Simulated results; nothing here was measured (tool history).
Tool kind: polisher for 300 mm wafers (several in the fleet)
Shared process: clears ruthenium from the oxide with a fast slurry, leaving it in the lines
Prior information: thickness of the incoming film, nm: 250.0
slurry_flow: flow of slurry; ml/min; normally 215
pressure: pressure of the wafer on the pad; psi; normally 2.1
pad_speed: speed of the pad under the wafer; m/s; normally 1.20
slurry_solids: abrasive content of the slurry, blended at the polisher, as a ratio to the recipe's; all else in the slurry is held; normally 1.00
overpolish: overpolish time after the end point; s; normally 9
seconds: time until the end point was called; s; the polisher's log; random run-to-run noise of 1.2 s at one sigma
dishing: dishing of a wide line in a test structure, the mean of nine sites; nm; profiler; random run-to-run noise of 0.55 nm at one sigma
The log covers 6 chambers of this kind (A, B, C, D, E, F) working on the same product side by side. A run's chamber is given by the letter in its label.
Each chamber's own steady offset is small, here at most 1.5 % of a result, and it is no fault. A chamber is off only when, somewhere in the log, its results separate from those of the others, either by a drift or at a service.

run   hour  slurry_flow  pressure  pad_speed  slurry_solids  overpolish  seconds  dishing
       2.0  -- chamber B: worn pad replaced by a new one
 1B   15.0          215       2.1       1.20           1.00           9   66.148   26.892
 2A   26.1          215       2.1       1.20           1.00           9   65.910   25.787
      30.5  -- chamber C: worn pad replaced by a new one
 3C   33.0          215       2.1       1.20           1.00           9   65.485   26.133
      33.4  -- chamber D: worn pad replaced by a new one
      33.9  -- chamber A: slurry nozzle cleaned
      37.4  -- chamber C: slurry blender recalibrated
      37.9  -- chamber A: worn pad replaced by a new one
 4E   40.0          215       2.1       1.20           1.00           9   64.333   26.733
      45.6  -- chamber D: head pressure recalibrated
 5F   51.7          215       2.4       0.92           1.00           9   71.967   25.015
      52.4  -- chamber E: worn pad replaced by a new one
      56.1  -- chamber F: worn pad replaced by a new one
 6D   64.2          215       2.4       0.92           1.00           9   73.820   23.721
 7F   74.8          215       2.4       0.92           1.00           9   74.789   23.476
 8D   84.5          215       2.4       0.92           1.00           9   72.457   24.587
 9C   95.3          215       2.4       0.92           1.00           9   74.640   22.588
      98.1  -- chamber B: worn pad replaced by a new one
10A  106.8          215       2.4       0.92           1.00           9   77.125   23.239
     114.5  -- chamber D: worn pad replaced by a new one
11B  116.7          215       2.1       1.20           1.00           9   64.323   27.253
     122.8  -- chamber C: worn pad replaced by a new one
     123.6  -- chamber A: worn pad replaced by a new one
12E  125.5          280       2.1       1.20           0.75           9   74.450   24.691
13A  136.9          280       2.1       1.20           0.75           9   74.076   23.512
14C  147.6          280       2.1       1.20           0.75           9   73.162   24.291
     149.6  -- chamber C: slurry blender recalibrated
     153.1  -- chamber A: slurry blender recalibrated
     156.6  -- chamber E: worn pad replaced by a new one
15B  162.5          280       2.1       1.20           0.75           9   74.149   24.399
16E  173.7          280       2.1       1.20           0.75           9   71.186   25.001
     179.1  -- chamber F: worn pad replaced by a new one
17D  182.2          280       2.1       1.20           0.75           9   74.650   24.583
     193.7  -- chamber B: worn pad replaced by a new one
18F  194.3          280       2.1       1.02           1.00           9   77.921   23.390
     196.0  -- chamber A: worn pad replaced by a new one
     201.3  -- chamber B: slurry blender recalibrated
19E  209.5          280       2.1       1.02           1.00           9   74.965   24.058
     210.2  -- chamber D: worn pad replaced by a new one
     210.3  -- chamber C: worn pad replaced by a new one
20B  224.5          280       2.1       1.02           1.00           9   73.616   24.419
     230.1  -- chamber B: slurry nozzle cleaned
21F  239.4          280       2.1       1.02           1.00           9   79.783   22.608
22C  246.6          280       2.1       1.02           1.00           9   73.186   23.360
23A  255.4          280       2.1       1.02           1.00           9   74.478   24.070
     260.2  -- chamber E: worn pad replaced by a new one
     260.6  -- chamber E: head pressure recalibrated
24D  267.8          280       2.1       1.36           1.00           9   56.373   30.998
     273.0  -- chamber A: worn pad replaced by a new one
     273.3  -- chamber C: slurry blender recalibrated
25F  282.8          280       2.1       1.36           1.00           9   63.810   26.613
     287.0  -- chamber B: worn pad replaced by a new one
     288.4  -- chamber D: worn pad replaced by a new one
26B  295.7          280       2.1       1.36           1.00           9   54.853   30.113
27A  302.5          280       2.1       1.36           1.00           9   56.812   30.184
28C  309.8          280       2.1       1.36           1.00           9   54.464   30.909
     310.1  -- chamber F: worn pad replaced by a new one
     315.6  -- chamber F: slurry nozzle cleaned
     316.5  -- chamber C: worn pad replaced by a new one
29D  320.6          280       2.1       1.36           1.00           9   56.299   30.360
     323.0  -- chamber A: slurry blender recalibrated
30E  328.8          215       2.1       1.20           1.00           9   64.384   26.482
31B  336.0          215       1.6       0.92           1.00           9  113.510   16.878
     349.2  -- chamber A: worn pad replaced by a new one
32D  351.1          215       1.6       0.92           1.00           9  111.670   16.179
     353.4  -- chamber E: worn pad replaced by a new one
33C  364.5          215       1.6       0.92           1.00           9  110.470   16.050
34A  375.5          215       1.6       0.92           1.00           9  112.920   16.577
     376.5  -- chamber D: slurry blender recalibrated
     378.1  -- chamber D: worn pad replaced by a new one
35E  382.8          215       1.6       0.92           1.00           9  109.850   17.570
     390.0  -- chamber A: slurry nozzle cleaned
36F  394.7          215       1.6       0.92           1.00           9  138.970   14.643
37D  401.7          215       2.1       1.20           1.00           9   64.825   26.162
38A  412.7          215       2.1       1.20           1.00           9   66.570   26.725
     418.2  -- chamber E: slurry blender recalibrated
39E  421.6          215       2.1       1.20           1.00           9   65.321   27.603

Next, all 6 chambers run the settings below, one line each with question marks for the results. What does each chamber give?
40A  432.4          215       2.1       1.20           1.00           9        ?        ?
40B  432.4          215       2.1       1.20           1.00           9        ?        ?
40C  432.4          215       2.1       1.20           1.00           9        ?        ?
40D  432.4          215       2.1       1.20           1.00           9        ?        ?
40E  432.4          215       2.1       1.20           1.00           9        ?        ?
40F  432.4          215       2.1       1.20           1.00           9        ?        ?

run  seconds  dishing
40A   65.608   27.214
40B   64.525   26.521
40C   67.443   26.107
40D   63.137   26.937
40E   66.443   26.570
40F   81.585   22.365
